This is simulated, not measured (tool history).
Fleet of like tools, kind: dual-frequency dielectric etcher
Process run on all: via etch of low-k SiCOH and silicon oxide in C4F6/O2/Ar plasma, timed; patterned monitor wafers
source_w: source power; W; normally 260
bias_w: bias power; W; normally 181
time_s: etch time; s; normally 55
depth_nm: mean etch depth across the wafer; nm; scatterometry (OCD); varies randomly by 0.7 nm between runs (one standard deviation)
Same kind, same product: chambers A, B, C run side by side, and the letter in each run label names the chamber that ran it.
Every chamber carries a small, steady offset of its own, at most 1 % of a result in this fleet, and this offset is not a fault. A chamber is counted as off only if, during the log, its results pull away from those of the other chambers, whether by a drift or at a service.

| run | hour | source_w | bias_w | time_s | hours since the last wet clean | hours since the last source power generator calibration | hours since the last bias power generator calibration | read-back reference wafer on the same gauge, depth_nm | depth_nm |
|---|---|---|---|---|---|---|---|---|---|
| 1B | 2.9 | 260 | 181 | 55 | 175.7 | 1035.3 | 2016.7 | 105.14 | 131.85 |
| 2C | 5.2 | 260 | 181 | 55 | 399.9 | 1550.1 | 3271.5 | 104.95 | 129.1 |
| 3A | 7.1 | 260 | 181 | 55 | 376.7 | 277.8 | 142.6 | 104.9 | 131.16 |
| 4A | 9.9 | 260 | 181 | 55 | 379.5 | 280.6 | 145.4 | 104.93 | 132.17 |
| 5C | 12 | 260 | 181 | 55 | 406.7 | 1556.9 | 3278.3 | 104.91 | 131.08 |
| 6B | 14.6 | 240 | 181 | 66 | 187.4 | 1047 | 2028.4 | 105.12 | 152.28 |
| 7C | 19.1 | 240 | 181 | 66 | 413.8 | 1564 | 3285.4 | 105.05 | 149.1 |
| 8A | 22.3 | 240 | 181 | 66 | 391.9 | 293 | 157.8 | 105.12 | 152.72 |
| 9B | 26.4 | 310 | 181 | 39.5 | 199.2 | 1058.8 | 2040.2 | 104.96 | 102.33 |
| 10C | 29.2 | 310 | 181 | 39.5 | 423.9 | 1574.1 | 3295.5 | 104.96 | 100.44 |
| 11B | 33.6 | 310 | 181 | 39.5 | 206.4 | 1066 | 2047.4 | 104.92 | 101.27 |
| 12A | 35.6 | 260 | 181 | 55 | 405.2 | 306.3 | 171.1 | 104.99 | 132.14 |
|  | 36.6 | chamber C: bias power generator calibrated |
| 13B | 38.4 | 260 | 181 | 55 | 211.2 | 1070.8 | 2052.2 | 104.96 | 130.83 |
| 14C | 40.4 | 260 | 181 | 55 | 435.1 | 1585.3 | 3.9 | 105.13 | 129.96 |
| 15A | 44.8 | 260 | 181 | 55 | 414.4 | 315.5 | 180.3 | 105 | 129.56 |
| 16B | 48.1 | 260 | 181 | 55 | 220.9 | 1080.5 | 2061.9 | 105.15 | 130.79 |
| 17A | 50.3 | 260 | 181 | 55 | 419.9 | 321 | 185.8 | 105.09 | 131.61 |
| 18C | 52.5 | 240 | 181 | 55 | 447.2 | 1597.4 | 16 | 104.87 | 125.38 |
| 19C | 55.2 | 240 | 181 | 55 | 449.9 | 1600.1 | 18.7 | 105.06 | 125.42 |
| 20A | 58.1 | 240 | 181 | 55 | 427.7 | 328.8 | 193.6 | 104.99 | 127.71 |
|  | 58.3 | chamber C: wet clean of the chamber |
| 21B | 60.9 | 260 | 181 | 55 | 233.7 | 1093.3 | 2074.7 | 104.95 | 130.52 |
| 22A | 65.3 | 260 | 181 | 55 | 434.9 | 336 | 200.8 | 104.98 | 130.36 |
| 23B | 67.3 | 210 | 181 | 48 | 240.1 | 1099.7 | 2081.1 | 105.02 | 105.68 |
| 24C | 71.6 | 210 | 181 | 48 | 13.4 | 1616.5 | 35.1 | 105.07 | 104.17 |
| 25A | 74.3 | 210 | 181 | 48 | 443.9 | 345 | 209.8 | 105.01 | 105.76 |

One chamber off, gauge drift, or nothing amiss beyond the chambers' own small offsets? If it is a chamber, which one, and what is the likeliest cause?

All chambers stay in line apart from their small fixed offsets, and the gauge does not drift.
